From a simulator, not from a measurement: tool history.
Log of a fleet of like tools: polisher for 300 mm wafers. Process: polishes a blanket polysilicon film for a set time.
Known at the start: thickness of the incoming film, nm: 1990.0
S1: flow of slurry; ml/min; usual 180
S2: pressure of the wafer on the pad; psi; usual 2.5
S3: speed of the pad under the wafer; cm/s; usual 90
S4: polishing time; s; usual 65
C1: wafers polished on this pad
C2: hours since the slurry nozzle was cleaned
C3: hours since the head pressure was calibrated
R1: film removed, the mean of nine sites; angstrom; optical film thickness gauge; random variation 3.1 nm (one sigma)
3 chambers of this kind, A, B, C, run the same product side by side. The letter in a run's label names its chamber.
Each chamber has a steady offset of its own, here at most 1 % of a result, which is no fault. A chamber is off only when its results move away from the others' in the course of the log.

Run 1B, hour 3.4: usual settings; C1 817; C2 205.7; C3 871.4. Result: R1 4556.9 angstrom.
Run 2C, hour 6.5: usual settings; C1 1212; C2 124.2; C3 1535.5. Result: R1 4541.9 angstrom.
Run 3A, hour 8.7: usual settings; C1 457; C2 97.6; C3 492.5. Result: R1 4650.1 angstrom.
Run 4C, hour 13.1: usual settings; C1 1299; C2 130.8; C3 1542.1. Result: R1 4548.8 angstrom.
At hour 15.1: chamber C: worn pad replaced by a new one.
Run 5A, hour 15.7: usual settings; C1 549; C2 104.6; C3 499.5. Result: R1 4548.6 angstrom.
Run 6B, hour 19.2: usual settings; C1 1025; C2 221.5; C3 887.2. Result: R1 4566.1 angstrom.
Run 7C, hour 23.2: usual settings; C1 106; C2 140.9; C3 1552.2. Result: R1 4538.9 angstrom.
Run 8B, hour 26.2: usual settings but S4 75 s; C1 1117; C2 228.5; C3 894.2. Result: R1 5267.7 angstrom.
Run 9A, hour 30.4: usual settings but S4 75 s; C1 742; C2 119.3; C3 514.2. Result: R1 5272.6 angstrom.
At hour 32.4: chamber C: head pressure recalibrated.
Run 10C, hour 34.6: usual settings but S4 75 s; C1 256; C2 152.3; C3 2.2. Result: R1 5029.4 angstrom.
Run 11B, hour 38.2: usual settings; C1 1274; C2 240.5; C3 906.2. Result: R1 4564.1 angstrom.
At hour 40.1: chamber A: worn pad replaced by a new one.
Run 12A, hour 41.9: usual settings; C1 24; C2 130.8; C3 525.7. Result: R1 4575.3 angstrom.
Run 13B, hour 45.5: usual settings; C1 1370; C2 247.8; C3 913.5. Result: R1 4554.2 angstrom.
Run 14A, hour 49.1: usual settings; C1 119; C2 138; C3 532.9. Result: R1 4562.8 angstrom.
Run 15C, hour 53.7: usual settings; C1 507; C2 171.4; C3 21.3. Result: R1 4345.4 angstrom.
Run 16A, hour 57.1: usual settings; C1 224; C2 146; C3 540.9. Result: R1 4536.8 angstrom.
At hour 57.8: chamber B: worn pad replaced by a new one.
Run 17C, hour 60.3: usual settings but S2 3.1 psi, S3 76 cm/s; C1 593; C2 178; C3 27.9. Result: R1 4568.2 angstrom.
Run 18B, hour 63.2: usual settings but S2 3.1 psi, S3 76 cm/s; C1 72; C2 265.5; C3 931.2. Result: R1 4773.7 angstrom.
Run 19B, hour 67.1: usual settings but S2 3.1 psi, S3 76 cm/s; C1 123; C2 269.4; C3 935.1. Result: R1 4733 angstrom.
Run 20A, hour 70.7: usual settings; C1 402; C2 159.6; C3 554.5. Result: R1 4570.4 angstrom.
Run 21C, hour 73.6: usual settings; C1 768; C2 191.3; C3 41.2. Result: R1 4325.1 angstrom.

All 3 chambers run these settings next. Forecast each chamber's results:
Run 22A, hour 77: usual settings. Result: R1 ?.
Run 22B, hour 77: usual settings. Result: R1 ?.
Run 22C, hour 77: usual settings. Result: R1 ?.

run      R1
22A  4558.4
22B    4569
22C  4359.3

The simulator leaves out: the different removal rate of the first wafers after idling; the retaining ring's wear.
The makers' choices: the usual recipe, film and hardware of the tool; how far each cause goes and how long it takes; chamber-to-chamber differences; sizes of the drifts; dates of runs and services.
